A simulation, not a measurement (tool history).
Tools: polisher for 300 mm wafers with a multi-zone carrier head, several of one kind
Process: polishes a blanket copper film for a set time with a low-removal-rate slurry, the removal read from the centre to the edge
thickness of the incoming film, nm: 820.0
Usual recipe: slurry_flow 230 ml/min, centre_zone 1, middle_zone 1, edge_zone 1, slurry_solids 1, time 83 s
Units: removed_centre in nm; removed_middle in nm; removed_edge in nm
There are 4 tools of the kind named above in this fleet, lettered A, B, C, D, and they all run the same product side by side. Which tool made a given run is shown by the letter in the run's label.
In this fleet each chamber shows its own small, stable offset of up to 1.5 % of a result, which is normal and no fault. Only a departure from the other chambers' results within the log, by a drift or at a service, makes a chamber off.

run     day  slurry_flow  centre_zone  middle_zone  edge_zone  slurry_solids  time  removed_centre  removed_middle  removed_edge
 1C   0.225          230            1            1          1              1    83          225.71          224.63        221.57
 2A   0.629          230            1            1          1              1    83          225.76          225.62        225.66
      0.875  -- chamber B: worn pad replaced by a new one
 3B   0.879          230            1            1          1              1    83          223.02          226.12        227.85
      1.133  -- chamber A: worn pad replaced by a new one
 4D   1.183          230            1            1          1              1    83          227.42          226.14        229.81
 5A   1.571          230            1            1          1              1    83          225.78          223.89        224.94
 6D   1.975          230            1            1          1              1    83          223.53          228.18         225.1
      2.054  -- chamber C: edge zone pressure recalibrated
 7C   2.354          230            1            1          1              1    83          225.52          222.99        228.01
 8B   2.738          230            1            1          1              1    83          226.32          224.11        226.47
      2.817  -- chamber C: worn pad replaced by a new one
 9A   3.017          230            1            1          1              1    83          226.35          226.67        226.35
10C   3.429          230            1            1          1              1    83          226.14          219.67        227.72
11B   3.858          230            1            1          1              1    83          223.99          221.08        233.69
12D   4.171          230            1            1          1              1    83           224.8          228.68        230.26
13C   4.433          230            1            1          1              1    83          224.07          223.38        228.04
      4.446  -- chamber B: worn pad replaced by a new one
      4.862  -- chamber B: slurry nozzle cleaned
14D   4.892          230            1            1          1              1    83          227.65          227.33        224.45
      5.196  -- chamber A: worn pad replaced by a new one
15A   5.221          230            1            1          1              1    83          223.61          224.06        223.64
16B   5.525          230            1            1          1              1    83          226.29           221.1        235.45
      5.642  -- chamber D: worn pad replaced by a new one
17A   5.962          230            1            1          1              1    57          155.05          155.62        154.27
18B   6.262          230            1            1          1              1    57          155.09          155.14        155.84
      6.725  -- chamber C: worn pad replaced by a new one
19D   6.775          230            1            1          1              1    57          158.12          159.44        153.58
20C   7.117          230            1            1          1              1    57          154.69          155.99        155.22
21C   7.517          230            1            1          1              1    83          223.53          223.37        226.55
22D   7.988          230            1            1          1              1    83          231.62          232.52        224.77
      8.421  -- chamber B: worn pad replaced by a new one
23A   8.454          230            1            1          1              1   110          301.21          294.84        302.42
24B   8.771          230            1            1          1              1   110          299.05          295.54        293.51
25C   9.012          230            1            1          1              1   110          296.12          298.77           301
26A   9.438          230            1            1          1              1   110          297.85          296.92        304.95
      9.517  -- chamber A: worn pad replaced by a new one
27D   9.767          230            1         1.05          1              1    98          274.93          280.45        269.32
28B  10.267          230            1         1.05          1              1    98          265.02          279.45        268.27
29D  10.721          230            1         1.05          1              1    98          275.65           283.7        270.07
     10.883  -- chamber C: worn pad replaced by a new one
     11.112  -- chamber C: centre zone pressure recalibrated
30C  11.221          230            1         1.05          1              1    98          267.35          274.19        269.54
31A  11.604          230            1            1          1              1    83          226.79          224.49        225.05
     12.012  -- chamber B: worn pad replaced by a new one
32B  12.058          230            1            1          1              1    83          225.44          225.63        234.52
33C  12.362          230            1            1          1              1    83          222.83          227.47        228.82
34B  12.725          230         1.05         1.04          1              1    83          236.47          228.97        225.32

One chamber off, gauge drift, or nothing amiss beyond the chambers' own small offsets? If it is a chamber, which one, and what is the likeliest cause?

Little by little, chamber D moves away from the other chambers.
Likeliest cause: centre zone's pressure above its setpoint, % = 4.13.

Which of the 4 candidates below, each the usual settings with something changed and its results left as question marks, puts chamber D back in line with what the other chambers give on the usual settings?
In-line tolerance around the mean of the other chambers on the usual settings: removed_centre 4.9 nm; removed_middle 8.1 nm; removed_edge 10 nm
35D-1  13.096          225         0.93         0.99       1.04              1    83               ?               ?             ?
35D-2  13.096          235         1.04            1       0.98              1    83               ?               ?             ?
35D-3  13.096          225         0.96            1       1.02              1    83               ?               ?             ?
35D-4  13.096          235         1.07         1.01       0.96              1    83               ?               ?             ?

The other chambers' mean on the usual settings: removed_centre 225.49 nm; removed_middle 225.45 nm; removed_edge 226.3 nm
  run  removed_centre  removed_middle  removed_edge
35D-1          215.81          225.22        227.57
35D-2          245.69          228.43        221.36
35D-3          223.57          227.31        225.18
35D-4           253.5          230.52        218.97
The answer is 35D-3, which returns the chamber to within the allowed miss of the others.
